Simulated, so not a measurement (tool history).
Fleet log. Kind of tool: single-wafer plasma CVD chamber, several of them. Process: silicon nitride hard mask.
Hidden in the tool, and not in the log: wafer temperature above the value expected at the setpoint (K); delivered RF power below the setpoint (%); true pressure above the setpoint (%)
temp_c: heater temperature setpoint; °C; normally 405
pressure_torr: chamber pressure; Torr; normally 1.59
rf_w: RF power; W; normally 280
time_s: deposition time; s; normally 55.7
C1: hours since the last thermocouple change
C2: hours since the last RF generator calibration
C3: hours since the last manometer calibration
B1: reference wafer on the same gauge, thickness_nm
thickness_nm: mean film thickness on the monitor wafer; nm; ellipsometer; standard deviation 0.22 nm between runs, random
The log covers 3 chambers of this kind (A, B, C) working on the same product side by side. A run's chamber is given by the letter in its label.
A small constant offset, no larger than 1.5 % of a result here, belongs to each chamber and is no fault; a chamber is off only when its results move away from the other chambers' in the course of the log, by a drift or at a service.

run 1A hour=10.3 | temp_c=405 pressure_torr=1.59 rf_w=280 time_s=55.7 | C1=432.6 C2=1277.3 C3=1217.1 | B1=61.565 | thickness_nm=60.702
run 2C hour=18.8 | temp_c=405 pressure_torr=1.59 rf_w=280 time_s=55.7 | C1=1858.7 C2=895.6 C3=681.4 | B1=61.586 | thickness_nm=60.888
run 3B hour=26.8 | temp_c=405 pressure_torr=1.59 rf_w=280 time_s=55.7 | C1=37.6 C2=886.9 C3=418.3 | B1=61.576 | thickness_nm=60.168
run 4B hour=35.3 | temp_c=405 pressure_torr=1.59 rf_w=280 time_s=55.7 | C1=46.1 C2=895.4 C3=426.8 | B1=61.582 | thickness_nm=60.040
run 5C hour=41.2 | temp_c=405 pressure_torr=1.41 rf_w=280 time_s=61.8 | C1=1881.1 C2=918.0 C3=703.8 | B1=61.575 | thickness_nm=65.450
run 6A hour=49.1 | temp_c=405 pressure_torr=1.41 rf_w=280 time_s=61.8 | C1=471.4 C2=1316.1 C3=1255.9 | B1=61.548 | thickness_nm=64.964
run 7B hour=59.6 | temp_c=405 pressure_torr=1.41 rf_w=280 time_s=61.8 | C1=70.4 C2=919.7 C3=451.1 | B1=61.572 | thickness_nm=64.511
run 8C hour=69.8 | temp_c=405 pressure_torr=1.59 rf_w=280 time_s=55.7 | C1=1909.7 C2=946.6 C3=732.4 | B1=61.553 | thickness_nm=61.078
run 9A hour=78.0 | temp_c=405 pressure_torr=1.59 rf_w=280 time_s=55.7 | C1=500.3 C2=1345.0 C3=1284.8 | B1=61.622 | thickness_nm=60.704
run 10C hour=82.9 | temp_c=405 pressure_torr=1.59 rf_w=280 time_s=55.7 | C1=1922.8 C2=959.7 C3=745.5 | B1=61.583 | thickness_nm=61.096
run 11A hour=93.1 | temp_c=410 pressure_torr=1.59 rf_w=280 time_s=55.7 | C1=515.4 C2=1360.1 C3=1299.9 | B1=61.633 | thickness_nm=60.838
run 12B hour=98.4 | temp_c=410 pressure_torr=1.59 rf_w=280 time_s=55.7 | C1=109.2 C2=958.5 C3=489.9 | B1=61.620 | thickness_nm=59.969
run 13B hour=106.0 | temp_c=410 pressure_torr=1.59 rf_w=280 time_s=55.7 | C1=116.8 C2=966.1 C3=497.5 | B1=61.628 | thickness_nm=59.981
run 14C hour=112.0 | temp_c=405 pressure_torr=1.59 rf_w=280 time_s=55.7 | C1=1951.9 C2=988.8 C3=774.6 | B1=61.558 | thickness_nm=60.325
run 15A hour=120.4 | temp_c=405 pressure_torr=1.59 rf_w=280 time_s=49.6 | C1=542.7 C2=1387.4 C3=1327.2 | B1=61.556 | thickness_nm=53.826
run 16B hour=129.2 | temp_c=405 pressure_torr=1.59 rf_w=280 time_s=49.6 | C1=140.0 C2=989.3 C3=520.7 | B1=61.611 | thickness_nm=53.466
run 17C hour=139.1 | temp_c=405 pressure_torr=1.59 rf_w=280 time_s=49.6 | C1=1979.0 C2=1015.9 C3=801.7 | B1=61.648 | thickness_nm=53.678
run 18A hour=145.2 | temp_c=405 pressure_torr=1.59 rf_w=280 time_s=55.7 | C1=567.5 C2=1412.2 C3=1352.0 | B1=61.603 | thickness_nm=60.514
run 19B hour=155.8 | temp_c=405 pressure_torr=1.59 rf_w=280 time_s=55.7 | C1=166.6 C2=1015.9 C3=547.3 | B1=61.596 | thickness_nm=60.143
run 20C hour=160.8 | temp_c=405 pressure_torr=1.59 rf_w=280 time_s=55.7 | C1=2000.7 C2=1037.6 C3=823.4 | B1=61.677 | thickness_nm=59.806
run 21A hour=171.1 | temp_c=405 pressure_torr=1.59 rf_w=280 time_s=55.7 | C1=593.4 C2=1438.1 C3=1377.9 | B1=61.604 | thickness_nm=60.490
run 22C hour=179.1 | temp_c=405 pressure_torr=1.59 rf_w=280 time_s=55.7 | C1=2019.0 C2=1055.9 C3=841.7 | B1=61.627 | thickness_nm=59.133
run 23A hour=185.2 | temp_c=405 pressure_torr=1.59 rf_w=280 time_s=55.7 | C1=607.5 C2=1452.2 C3=1392.0 | B1=61.630 | thickness_nm=60.363
run 24B hour=195.7 | temp_c=405 pressure_torr=1.59 rf_w=280 time_s=55.7 | C1=206.5 C2=1055.8 C3=587.2 | B1=61.653 | thickness_nm=59.959
run 25A hour=202.9 | temp_c=405 pressure_torr=1.59 rf_w=280 time_s=49.8 | C1=625.2 C2=1469.9 C3=1409.7 | B1=61.640 | thickness_nm=54.057
run 26B hour=209.2 | temp_c=405 pressure_torr=1.59 rf_w=280 time_s=49.8 | C1=220.0 C2=1069.3 C3=600.7 | B1=61.589 | thickness_nm=53.997
run 27C hour=214.9 | temp_c=405 pressure_torr=1.59 rf_w=280 time_s=49.8 | C1=2054.8 C2=1091.7 C3=877.5 | B1=61.588 | thickness_nm=52.860

Is one chamber off against the others, does the gauge drift, or is nothing wrong? If a chamber is off, say which, and what the likeliest cause is.

One chamber, C, drifts off from the rest bit by bit.
Most likely cause: delivered RF power below the setpoint (%) = 6.01.

Here are 4 candidates for chamber C's next run, each the usual settings with a change, their results left as question marks. Which one brings its results back in line with what the others give on the usual settings?
In line here means within this much of the mean the other chambers give on the usual settings: thickness_nm 0.760 nm
run 28C-1 hour=222.6 | temp_c=405 pressure_torr=1.56 rf_w=275 time_s=53.7 | thickness_nm=?
run 28C-2 hour=222.6 | temp_c=405 pressure_torr=1.62 rf_w=285 time_s=57.7 | thickness_nm=?
run 28C-3 hour=222.6 | temp_c=405 pressure_torr=1.60 rf_w=285 time_s=56.7 | thickness_nm=?
run 28C-4 hour=222.6 | temp_c=405 pressure_torr=1.59 rf_w=280 time_s=54.1 | thickness_nm=?

What the other chambers average on the usual settings: thickness_nm 60.378 nm
run=28C-1 thickness_nm=55.599
run=28C-2 thickness_nm=61.939
run=28C-3 thickness_nm=60.648
run=28C-4 thickness_nm=57.047
The right change is 28C-3: it brings the chamber back within the allowed miss of the others.

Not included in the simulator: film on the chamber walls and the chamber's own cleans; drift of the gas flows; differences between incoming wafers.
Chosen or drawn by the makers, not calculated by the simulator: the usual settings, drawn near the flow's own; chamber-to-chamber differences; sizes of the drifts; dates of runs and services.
